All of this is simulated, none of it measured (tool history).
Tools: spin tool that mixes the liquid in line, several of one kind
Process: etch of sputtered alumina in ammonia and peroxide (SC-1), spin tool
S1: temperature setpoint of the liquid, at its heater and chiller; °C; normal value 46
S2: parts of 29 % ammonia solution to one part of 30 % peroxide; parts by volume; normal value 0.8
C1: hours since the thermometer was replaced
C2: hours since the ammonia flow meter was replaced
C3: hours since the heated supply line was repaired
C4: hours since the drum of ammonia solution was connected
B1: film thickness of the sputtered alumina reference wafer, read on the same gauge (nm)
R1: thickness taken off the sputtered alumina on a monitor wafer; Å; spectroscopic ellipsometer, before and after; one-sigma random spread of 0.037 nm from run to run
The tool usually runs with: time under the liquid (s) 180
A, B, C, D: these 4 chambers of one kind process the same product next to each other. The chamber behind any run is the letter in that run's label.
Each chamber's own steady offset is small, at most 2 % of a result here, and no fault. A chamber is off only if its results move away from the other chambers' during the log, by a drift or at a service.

Run 1B, hour 3.5: usual settings; C1 1389.7; C2 524.8; C3 2997; C4 363.6; B1 69.968. Result: R1 60.674 Å.
Run 2C, hour 7.2: usual settings; C1 741.8; C2 20.1; C3 1325.2; C4 345.3; B1 70.012. Result: R1 61.048 Å.
Run 3D, hour 12.6: usual settings; C1 739.8; C2 1663.3; C3 314.6; C4 41.7; B1 69.997. Result: R1 62.69 Å.
Run 4A, hour 17.5: usual settings; C1 1435; C2 279.3; C3 1318.5; C4 386.6; B1 69.975. Result: R1 61.657 Å.
At hour 18.7: chamber D: ammonia flow meter replaced.
Run 5B, hour 24.1: usual settings but S2 0.55 parts by volume; C1 1410.3; C2 545.4; C3 3017.6; C4 384.2; B1 70.018. Result: R1 58.637 Å.
Run 6D, hour 28: usual settings but S2 0.55 parts by volume; C1 755.2; C2 9.4; C3 330; C4 57.1; B1 69.978. Result: R1 60.965 Å.
Run 7A, hour 33.3: usual settings but S2 0.55 parts by volume; C1 1450.8; C2 295.1; C3 1334.3; C4 402.4; B1 69.952. Result: R1 59.696 Å.
Run 8C, hour 39.8: usual settings but S2 0.55 parts by volume; C1 774.4; C2 52.7; C3 1357.8; C4 377.9; B1 70.036. Result: R1 58.706 Å.
Run 9B, hour 43.8: usual settings; C1 1430; C2 565.1; C3 3037.3; C4 403.9; B1 70.033. Result: R1 60.276 Å.
Run 10C, hour 48.3: usual settings; C1 782.9; C2 61.2; C3 1366.3; C4 386.4; B1 69.971. Result: R1 61.191 Å.
Run 11A, hour 55.4: usual settings; C1 1472.9; C2 317.2; C3 1356.4; C4 424.5; B1 70.01. Result: R1 61.451 Å.
Run 12D, hour 59.2: usual settings but time under the liquid (s) 90; C1 786.4; C2 40.6; C3 361.2; C4 88.3; B1 70.011. Result: R1 31.261 Å.
Run 13C, hour 62.7: usual settings but time under the liquid (s) 90; C1 797.3; C2 75.6; C3 1380.7; C4 400.8; B1 69.974. Result: R1 30.36 Å.
Run 14D, hour 66.7: usual settings but time under the liquid (s) 90; C1 793.9; C2 48.1; C3 368.7; C4 95.8; B1 69.988. Result: R1 31.13 Å.
At hour 67.7: chamber B: ammonia flow meter replaced.
Run 15A, hour 73.4: usual settings but time under the liquid (s) 90; C1 1490.9; C2 335.2; C3 1374.4; C4 442.5; B1 69.991. Result: R1 30.647 Å.
Run 16B, hour 79.2: usual settings; C1 1465.4; C2 11.5; C3 3072.7; C4 439.3; B1 70.019. Result: R1 60.586 Å.
Run 17A, hour 84.2: usual settings but time under the liquid (s) 245; C1 1501.7; C2 346; C3 1385.2; C4 453.3; B1 69.974. Result: R1 83.209 Å.
Run 18C, hour 90.4: usual settings but time under the liquid (s) 245; C1 825; C2 103.3; C3 1408.4; C4 428.5; B1 70.04. Result: R1 80.665 Å.
Run 19B, hour 93.6: usual settings but time under the liquid (s) 245; C1 1479.8; C2 25.9; C3 3087.1; C4 453.7; B1 69.997. Result: R1 82.447 Å.
Run 20D, hour 96.8: usual settings but time under the liquid (s) 245; C1 824; C2 78.2; C3 398.8; C4 125.9; B1 70.016. Result: R1 84.301 Å.
Run 21C, hour 99.8: usual settings but S1 52 °C; C1 834.4; C2 112.7; C3 1417.8; C4 437.9; B1 70.001. Result: R1 82.12 Å.
Run 22A, hour 105.7: usual settings but S1 52 °C; C1 1523.2; C2 367.5; C3 1406.7; C4 474.8; B1 70.033. Result: R1 85.808 Å.
Run 23B, hour 110.7: usual settings but S1 52 °C; C1 1496.9; C2 43; C3 3104.2; C4 470.8; B1 70.005. Result: R1 84.087 Å.
Run 24D, hour 114.8: usual settings but S1 52 °C; C1 842; C2 96.2; C3 416.8; C4 143.9; B1 70.003. Result: R1 87.685 Å.
Run 25A, hour 119.9: usual settings; C1 1537.4; C2 381.7; C3 1420.9; C4 489; B1 69.984. Result: R1 60.819 Å.
Run 26D, hour 123.3: usual settings; C1 850.5; C2 104.7; C3 425.3; C4 152.4; B1 69.982. Result: R1 62.098 Å.
Run 27C, hour 129.5: usual settings but S2 0.55 parts by volume; C1 864.1; C2 142.4; C3 1447.5; C4 467.6; B1 69.991. Result: R1 55.553 Å.
Run 28B, hour 132.7: usual settings but S2 0.55 parts by volume; C1 1518.9; C2 65; C3 3126.2; C4 492.8; B1 69.945. Result: R1 59.399 Å.
Run 29D, hour 137.4: usual settings but S2 0.55 parts by volume; C1 864.6; C2 118.8; C3 439.4; C4 166.5; B1 70.007. Result: R1 60.218 Å.
Run 30A, hour 141.3: usual settings but S2 0.55 parts by volume; C1 1558.8; C2 403.1; C3 1442.3; C4 510.4; B1 69.954. Result: R1 59.308 Å.

The same settings go to every chamber for the next run, one line per chamber below. Forecast the results for each:
Run 31A, hour 146.4: usual settings but S1 53.5 °C. Result: R1 ?.
Run 31B, hour 146.4: usual settings but S1 53.5 °C. Result: R1 ?.
Run 31C, hour 146.4: usual settings but S1 53.5 °C. Result: R1 ?.
Run 31D, hour 146.4: usual settings but S1 53.5 °C. Result: R1 ?.

run      R1
31A  92.518
31B  91.933
31C  85.617
31D  95.083

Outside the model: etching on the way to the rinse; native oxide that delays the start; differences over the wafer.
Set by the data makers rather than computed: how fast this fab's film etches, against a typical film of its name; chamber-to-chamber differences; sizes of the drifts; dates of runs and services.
